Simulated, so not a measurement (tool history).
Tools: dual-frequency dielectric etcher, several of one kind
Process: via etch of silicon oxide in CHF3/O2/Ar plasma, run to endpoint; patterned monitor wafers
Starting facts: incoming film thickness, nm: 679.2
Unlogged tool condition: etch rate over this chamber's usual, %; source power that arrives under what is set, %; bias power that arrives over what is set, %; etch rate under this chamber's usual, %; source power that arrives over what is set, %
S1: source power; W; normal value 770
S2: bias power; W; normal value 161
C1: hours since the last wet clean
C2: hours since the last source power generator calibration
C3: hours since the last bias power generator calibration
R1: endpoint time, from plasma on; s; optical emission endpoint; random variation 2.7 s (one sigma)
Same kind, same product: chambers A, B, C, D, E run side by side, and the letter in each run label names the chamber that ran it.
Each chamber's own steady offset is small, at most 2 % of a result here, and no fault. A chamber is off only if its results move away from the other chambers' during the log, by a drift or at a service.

{"run": "1B", "hour": 7.4, "S1": 770, "S2": 161, "C1": 32.1, "C2": 982.1, "C3": 683.2, "R1": 325.01}
{"run": "2C", "hour": 22.7, "S1": 770, "S2": 161, "C1": 339.3, "C2": 1001.3, "C3": 1229.6, "R1": 321.24}
{"run": "3A", "hour": 36.3, "S1": 770, "S2": 161, "C1": 122.6, "C2": 1052.9, "C3": 1866, "R1": 318.97}
{"run": "4D", "hour": 50.2, "S1": 770, "S2": 161, "C1": 87.9, "C2": 792.5, "C3": 1238.4, "R1": 320.34}
{"run": "5E", "hour": 57.7, "S1": 770, "S2": 161, "C1": 59.6, "C2": 1188.6, "C3": 443.3, "R1": 323.4}
{"run": "6A", "hour": 66.6, "S1": 770, "S2": 161, "C1": 152.9, "C2": 1083.2, "C3": 1896.3, "R1": 326.45}
{"run": "7C", "hour": 81.1, "S1": 770, "S2": 161, "C1": 397.7, "C2": 1059.7, "C3": 1288, "R1": 328.11}
{"run": "8B", "hour": 88.1, "S1": 770, "S2": 161, "C1": 112.8, "C2": 1062.8, "C3": 763.9, "R1": 316.92}
{"run": "9D", "hour": 98.4, "S1": 770, "S2": 161, "C1": 136.1, "C2": 840.7, "C3": 1286.6, "R1": 315.51}
{"run": "10E", "hour": 109.2, "S1": 770, "S2": 161, "C1": 111.1, "C2": 1240.1, "C3": 494.8, "R1": 323.05}
{"run": "11A", "hour": 125.1, "S1": 770, "S2": 161, "C1": 211.4, "C2": 1141.7, "C3": 1954.8, "R1": 327.81}
{"run": "12E", "hour": 141.2, "S1": 770, "S2": 161, "C1": 143.1, "C2": 1272.1, "C3": 526.8, "R1": 324.74}
{"run": "13D", "hour": 152.8, "S1": 770, "S2": 161, "C1": 190.5, "C2": 895.1, "C3": 1341, "R1": 317.87}
{"run": "14B", "hour": 161.7, "S1": 770, "S2": 161, "C1": 186.4, "C2": 1136.4, "C3": 837.5, "R1": 320.84}
{"hour": 169.7, "done": "chamber C: wet clean of the chamber"}
{"run": "15C", "hour": 173.1, "S1": 770, "S2": 161, "C1": 3.5, "C2": 1151.7, "C3": 1380, "R1": 323.45}
{"run": "16C", "hour": 188.9, "S1": 650, "S2": 161, "C1": 19.3, "C2": 1167.5, "C3": 1395.8, "R1": 347.66}
{"run": "17D", "hour": 205.0, "S1": 650, "S2": 161, "C1": 242.7, "C2": 947.3, "C3": 1393.2, "R1": 344.99}
{"run": "18A", "hour": 219.6, "S1": 650, "S2": 161, "C1": 305.9, "C2": 1236.2, "C3": 2049.3, "R1": 349.17}
{"run": "19B", "hour": 233.8, "S1": 650, "S2": 161, "C1": 258.5, "C2": 1208.5, "C3": 909.6, "R1": 340.07}
{"run": "20E", "hour": 242.6, "S1": 650, "S2": 161, "C1": 244.5, "C2": 1373.5, "C3": 628.2, "R1": 346.52}
{"run": "21A", "hour": 251.7, "S1": 920, "S2": 142, "C1": 338, "C2": 1268.3, "C3": 2081.4, "R1": 312.18}
{"run": "22D", "hour": 266.4, "S1": 920, "S2": 142, "C1": 304.1, "C2": 1008.7, "C3": 1454.6, "R1": 306.61}
{"run": "23B", "hour": 280.4, "S1": 920, "S2": 142, "C1": 305.1, "C2": 1255.1, "C3": 956.2, "R1": 312.18}
{"run": "24C", "hour": 288.6, "S1": 920, "S2": 142, "C1": 119, "C2": 1267.2, "C3": 1495.5, "R1": 316.13}
{"run": "25E", "hour": 301.0, "S1": 920, "S2": 142, "C1": 302.9, "C2": 1431.9, "C3": 686.6, "R1": 311.05}
{"run": "26D", "hour": 310.3, "S1": 770, "S2": 161, "C1": 348, "C2": 1052.6, "C3": 1498.5, "R1": 313.97}
{"run": "27C", "hour": 320.7, "S1": 770, "S2": 161, "C1": 151.1, "C2": 1299.3, "C3": 1527.6, "R1": 329.64}
{"run": "28B", "hour": 332.7, "S1": 770, "S2": 161, "C1": 357.4, "C2": 1307.4, "C3": 1008.5, "R1": 321.9}
{"run": "29E", "hour": 348.6, "S1": 770, "S2": 161, "C1": 350.5, "C2": 1479.5, "C3": 734.2, "R1": 322.61}
{"run": "30A", "hour": 358.4, "S1": 890, "S2": 161, "C1": 444.7, "C2": 1375, "C3": 2188.1, "R1": 302.14}
{"run": "31E", "hour": 371.4, "S1": 890, "S2": 161, "C1": 373.3, "C2": 1502.3, "C3": 757, "R1": 304.77}
{"hour": 382.2, "done": "chamber A: wet clean of the chamber"}
{"run": "32C", "hour": 383.9, "S1": 890, "S2": 161, "C1": 214.3, "C2": 1362.5, "C3": 1590.8, "R1": 309.91}
{"hour": 399.5, "done": "chamber B: wet clean of the chamber"}
{"run": "33D", "hour": 399.8, "S1": 890, "S2": 161, "C1": 437.5, "C2": 1142.1, "C3": 1588, "R1": 297.06}
{"run": "34B", "hour": 413.1, "S1": 890, "S2": 161, "C1": 13.7, "C2": 1387.8, "C3": 1088.9, "R1": 299.08}
{"run": "35A", "hour": 429.0, "S1": 770, "S2": 161, "C1": 46.8, "C2": 1445.6, "C3": 2258.7, "R1": 320.94}

Is one chamber off against the others, does the gauge drift, or is nothing wrong? If a chamber is off, say which, and what the likeliest cause is.

No chamber stands off beyond its own small offset, and the gauge holds steady.

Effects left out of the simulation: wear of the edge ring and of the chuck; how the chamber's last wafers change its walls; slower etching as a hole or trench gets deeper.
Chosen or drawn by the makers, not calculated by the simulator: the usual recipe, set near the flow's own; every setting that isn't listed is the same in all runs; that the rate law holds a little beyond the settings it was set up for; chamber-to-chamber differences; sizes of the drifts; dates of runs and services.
